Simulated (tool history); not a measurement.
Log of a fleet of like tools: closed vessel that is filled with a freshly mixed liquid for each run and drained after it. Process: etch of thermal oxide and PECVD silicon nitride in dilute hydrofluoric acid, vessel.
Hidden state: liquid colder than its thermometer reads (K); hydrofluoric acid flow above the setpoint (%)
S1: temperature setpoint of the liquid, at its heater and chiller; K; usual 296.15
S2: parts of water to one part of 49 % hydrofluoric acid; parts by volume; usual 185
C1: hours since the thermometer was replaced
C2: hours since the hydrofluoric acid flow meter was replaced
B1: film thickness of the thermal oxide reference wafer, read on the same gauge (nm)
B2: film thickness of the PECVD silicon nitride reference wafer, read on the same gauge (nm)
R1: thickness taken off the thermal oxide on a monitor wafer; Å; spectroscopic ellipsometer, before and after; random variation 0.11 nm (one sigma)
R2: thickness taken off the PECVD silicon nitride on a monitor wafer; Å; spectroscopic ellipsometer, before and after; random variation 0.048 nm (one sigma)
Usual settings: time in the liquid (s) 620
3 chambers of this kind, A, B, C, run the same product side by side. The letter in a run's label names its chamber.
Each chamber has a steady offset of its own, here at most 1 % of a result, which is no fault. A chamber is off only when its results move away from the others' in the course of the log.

run 1C day=0.338 | S1=296.15 S2=185 time_in_the_liquid_(s)=620 | C1=494.6 C2=351.9 | B1=40.043 B2=129.95 | R1=140.1 R2=60.657
run 2B day=0.825 | S1=296.15 S2=185 time_in_the_liquid_(s)=620 | C1=2044.5 C2=170.1 | B1=40.015 B2=129.99 | R1=137.94 R2=61.565
run 3A day=1.317 | S1=296.15 S2=185 time_in_the_liquid_(s)=620 | C1=1774.2 C2=717.1 | B1=39.974 B2=129.98 | R1=140.82 R2=62.461
run 4A day=1.804 | S1=296.15 S2=185 time_in_the_liquid_(s)=620 | C1=1785.9 C2=728.8 | B1=39.985 B2=130.03 | R1=141.07 R2=61.075
run 5C day=2.45 | S1=296.15 S2=185 time_in_the_liquid_(s)=620 | C1=545.3 C2=402.6 | B1=40.003 B2=130 | R1=138.7 R2=61.18
run 6B day=2.833 | S1=296.15 S2=185 time_in_the_liquid_(s)=620 | C1=2092.7 C2=218.3 | B1=40.008 B2=129.97 | R1=138.7 R2=61.909
run 7B day=3.133 | S1=296.15 S2=185 time_in_the_liquid_(s)=620 | C1=2099.9 C2=225.5 | B1=39.986 B2=129.97 | R1=137.42 R2=62.506
run 8A day=3.675 | S1=296.15 S2=185 time_in_the_liquid_(s)=620 | C1=1830.8 C2=773.7 | B1=39.975 B2=130.05 | R1=139.52 R2=61.077
run 9C day=4.3 | S1=296.15 S2=185 time_in_the_liquid_(s)=395 | C1=589.7 C2=447 | B1=39.993 B2=129.99 | R1=87.727 R2=39.332
run 10C day=4.858 | S1=296.15 S2=185 time_in_the_liquid_(s)=395 | C1=603.1 C2=460.4 | B1=39.965 B2=129.95 | R1=86.976 R2=39.68
run 11B day=5.158 | S1=296.15 S2=185 time_in_the_liquid_(s)=395 | C1=2148.5 C2=274.1 | B1=39.995 B2=130.04 | R1=88.78 R2=39.791
run 12A day=5.617 | S1=296.15 S2=185 time_in_the_liquid_(s)=620 | C1=1877.4 C2=820.3 | B1=39.984 B2=130.01 | R1=139.34 R2=61.562
run 13B day=6.258 | S1=296.15 S2=185 time_in_the_liquid_(s)=620 | C1=2174.9 C2=300.5 | B1=40.015 B2=129.98 | R1=139.89 R2=61.74
run 14C day=6.692 | S1=296.15 S2=185 time_in_the_liquid_(s)=620 | C1=647.1 C2=504.4 | B1=39.979 B2=129.97 | R1=138.59 R2=61.3
run 15A day=7.325 | S1=296.15 S2=185 time_in_the_liquid_(s)=620 | C1=1918.4 C2=861.3 | B1=40.024 B2=130.01 | R1=140.31 R2=62.039
-- day=7.558 chamber A: hydrofluoric acid flow meter replaced
run 16B day=7.75 | S1=296.15 S2=185 time_in_the_liquid_(s)=620 | C1=2210.7 C2=336.3 | B1=40.024 B2=129.99 | R1=136.71 R2=61.457
run 17A day=8.2 | S1=296.15 S2=185 time_in_the_liquid_(s)=620 | C1=1939.4 C2=15.4 | B1=40 B2=129.98 | R1=139.61 R2=61.46
run 18C day=8.617 | S1=296.15 S2=185 time_in_the_liquid_(s)=620 | C1=693.3 C2=550.6 | B1=39.973 B2=129.98 | R1=136.74 R2=61.187
run 19B day=8.904 | S1=296.15 S2=185 time_in_the_liquid_(s)=620 | C1=2238.4 C2=364 | B1=39.998 B2=130 | R1=139.56 R2=61.488
-- day=9.225 chamber C: thermometer replaced
run 20C day=9.479 | S1=296.15 S2=185 time_in_the_liquid_(s)=620 | C1=6.1 C2=571.3 | B1=39.986 B2=129.99 | R1=139.03 R2=61.623
run 21A day=9.988 | S1=299.15 S2=115 time_in_the_liquid_(s)=620 | C1=1982.3 C2=58.3 | B1=39.988 B2=129.99 | R1=273.4 R2=122.63
-- day=10.188 chamber B: thermometer replaced
run 22C day=10.479 | S1=299.15 S2=115 time_in_the_liquid_(s)=620 | C1=30.1 C2=595.3 | B1=40.01 B2=130.01 | R1=269.92 R2=117.34
run 23A day=11 | S1=299.15 S2=115 time_in_the_liquid_(s)=620 | C1=2006.6 C2=82.6 | B1=40.017 B2=129.99 | R1=275.43 R2=119.79
run 24B day=11.354 | S1=296.15 S2=185 time_in_the_liquid_(s)=620 | C1=28.1 C2=422.8 | B1=40.016 B2=130.01 | R1=139.86 R2=62.319
run 25B day=11.7 | S1=296.15 S2=185 time_in_the_liquid_(s)=620 | C1=36.4 C2=431.1 | B1=40.005 B2=129.98 | R1=137.77 R2=61.606
run 26A day=12.238 | S1=296.15 S2=185 time_in_the_liquid_(s)=620 | C1=2036.3 C2=112.3 | B1=40.045 B2=129.94 | R1=142.11 R2=61.617
run 27C day=12.842 | S1=296.15 S2=185 time_in_the_liquid_(s)=620 | C1=86.8 C2=652 | B1=40.015 B2=130.04 | R1=136.71 R2=62.024
run 28C day=13.171 | S1=296.15 S2=185 time_in_the_liquid_(s)=620 | C1=94.7 C2=659.9 | B1=40.027 B2=130.01 | R1=141.03 R2=60.795
run 29A day=13.646 | S1=296.15 S2=105 time_in_the_liquid_(s)=865 | C1=2070.1 C2=146.1 | B1=40.015 B2=129.98 | R1=381.25 R2=151.63
run 30B day=14.171 | S1=296.15 S2=105 time_in_the_liquid_(s)=865 | C1=95.7 C2=490.4 | B1=40.003 B2=130.01 | R1=371.19 R2=151.24
run 31C day=14.538 | S1=296.15 S2=105 time_in_the_liquid_(s)=865 | C1=127.5 C2=692.7 | B1=40.019 B2=129.96 | R1=375.2 R2=149.35
run 32B day=14.938 | S1=296.15 S2=185 time_in_the_liquid_(s)=620 | C1=114.1 C2=508.8 | B1=40.016 B2=129.98 | R1=138.76 R2=62.843
run 33A day=15.271 | S1=296.15 S2=185 time_in_the_liquid_(s)=620 | C1=2109.1 C2=185.1 | B1=40.015 B2=129.98 | R1=141.8 R2=62.053
run 34A day=15.825 | S1=296.15 S2=185 time_in_the_liquid_(s)=620 | C1=2122.4 C2=198.4 | B1=40.016 B2=130.01 | R1=139.94 R2=61.593

Next, every chamber runs the same settings. What will each give?
run 35A day=16.283 | S1=296.15 S2=270 time_in_the_liquid_(s)=620 | R1=? R2=?
run 35B day=16.283 | S1=296.15 S2=270 time_in_the_liquid_(s)=620 | R1=? R2=?
run 35C day=16.283 | S1=296.15 S2=270 time_in_the_liquid_(s)=620 | R1=? R2=?

run=35A R1=86.588 R2=42.305
run=35B R1=88.01 R2=42.611
run=35C R1=87.616 R2=42.532
